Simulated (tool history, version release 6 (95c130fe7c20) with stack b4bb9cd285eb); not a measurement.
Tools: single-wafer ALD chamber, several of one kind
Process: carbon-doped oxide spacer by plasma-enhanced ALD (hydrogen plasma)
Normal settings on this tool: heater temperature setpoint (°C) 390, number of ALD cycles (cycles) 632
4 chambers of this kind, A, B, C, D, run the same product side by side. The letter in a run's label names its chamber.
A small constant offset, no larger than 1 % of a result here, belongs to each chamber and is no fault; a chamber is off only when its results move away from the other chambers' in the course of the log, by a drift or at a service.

| run | hour | heater temperature setpoint (°C) | number of ALD cycles (cycles) | hours since the last thermocouple change | read-back reference wafer on the same gauge, thickness_nm | mean film thickness on the monitor wafer (nm) |
|---|---|---|---|---|---|---|
| 1A | 10.1 | 390 | 632 | 801.0 | 34.874 | 31.585 |
| 2C | 20.3 | 390 | 632 | 1843.1 | 34.876 | 31.523 |
| 3B | 31.3 | 390 | 632 | 915.5 | 34.916 | 31.387 |
| 4D | 45.5 | 390 | 632 | 717.1 | 34.966 | 31.707 |
| 5C | 59.9 | 390 | 632 | 1882.7 | 34.881 | 31.763 |
| 6B | 67.1 | 390 | 632 | 951.3 | 34.870 | 31.543 |
| 7D | 79.0 | 390 | 632 | 750.6 | 34.922 | 31.726 |
|  | 86.3 | chamber C: thermocouple changed; heater temperature recalibrated |
| 8A | 92.3 | 390 | 632 | 883.2 | 34.897 | 31.399 |
| 9D | 102.2 | 390 | 535 | 773.8 | 34.883 | 26.698 |
| 10B | 113.3 | 390 | 535 | 997.5 | 34.834 | 26.410 |
| 11C | 124.0 | 390 | 535 | 37.8 | 34.911 | 26.664 |
| 12A | 137.6 | 390 | 535 | 928.5 | 34.851 | 26.554 |
| 13B | 148.4 | 390 | 632 | 1032.6 | 34.860 | 31.651 |
| 14C | 157.9 | 378 | 671 | 71.7 | 34.904 | 33.783 |
| 15D | 166.5 | 378 | 671 | 838.1 | 34.867 | 33.533 |
| 16A | 178.0 | 378 | 671 | 968.9 | 34.904 | 33.503 |
| 17A | 189.9 | 378 | 671 | 980.8 | 34.911 | 33.569 |
| 18C | 203.2 | 377 | 539 | 117.0 | 34.883 | 27.148 |
| 19B | 211.8 | 377 | 539 | 1096.0 | 34.898 | 26.602 |
| 20D | 226.7 | 377 | 539 | 898.3 | 34.883 | 26.733 |
| 21A | 236.8 | 377 | 539 | 1027.7 | 34.903 | 26.853 |
| 22D | 243.9 | 390 | 632 | 915.5 | 34.909 | 31.520 |
| 23B | 251.4 | 390 | 632 | 1135.6 | 34.902 | 31.773 |
| 24C | 259.4 | 390 | 632 | 173.2 | 34.902 | 31.656 |
| 25B | 274.8 | 390 | 632 | 1159.0 | 34.913 | 31.258 |
| 26C | 284.6 | 390 | 632 | 198.4 | 34.869 | 31.542 |
| 27D | 293.5 | 390 | 632 | 965.1 | 34.949 | 31.361 |
| 28A | 306.1 | 390 | 632 | 1097.0 | 34.835 | 31.163 |
| 29A | 317.3 | 398 | 632 | 1108.2 | 34.882 | 31.243 |
| 30B | 324.8 | 398 | 632 | 1209.0 | 34.851 | 31.467 |
| 31D | 333.6 | 398 | 632 | 1005.2 | 34.894 | 31.501 |
| 32C | 344.8 | 398 | 632 | 258.6 | 34.928 | 31.774 |
| 33A | 358.7 | 376 | 570 | 1149.6 | 34.921 | 28.250 |
| 34B | 369.7 | 376 | 570 | 1253.9 | 34.883 | 28.289 |
| 35C | 380.4 | 376 | 570 | 294.2 | 34.875 | 28.374 |
| 36D | 388.1 | 376 | 570 | 1059.7 | 34.937 | 28.440 |
| 37C | 396.4 | 390 | 632 | 310.2 | 34.888 | 31.774 |
| 38A | 409.6 | 402 | 707 | 1200.5 | 34.904 | 35.122 |
| 39D | 416.6 | 402 | 707 | 1088.2 | 34.891 | 35.118 |
| 40B | 429.2 | 402 | 707 | 1313.4 | 34.876 | 34.826 |
| 41C | 438.7 | 402 | 707 | 352.5 | 34.925 | 35.618 |

Each of the 4 chambers runs these same settings next. Fill in every chamber's results:
| 42A | 449.8 | 390 | 632 |  |  | ? |
| 42B | 449.8 | 390 | 632 |  |  | ? |
| 42C | 449.8 | 390 | 632 |  |  | ? |
| 42D | 449.8 | 390 | 632 |  |  | ? |

| run | mean film thickness on the monitor wafer (nm) |
|---|---|
| 42A | 31.189 |
| 42B | 31.105 |
| 42C | 31.430 |
| 42D | 31.566 |

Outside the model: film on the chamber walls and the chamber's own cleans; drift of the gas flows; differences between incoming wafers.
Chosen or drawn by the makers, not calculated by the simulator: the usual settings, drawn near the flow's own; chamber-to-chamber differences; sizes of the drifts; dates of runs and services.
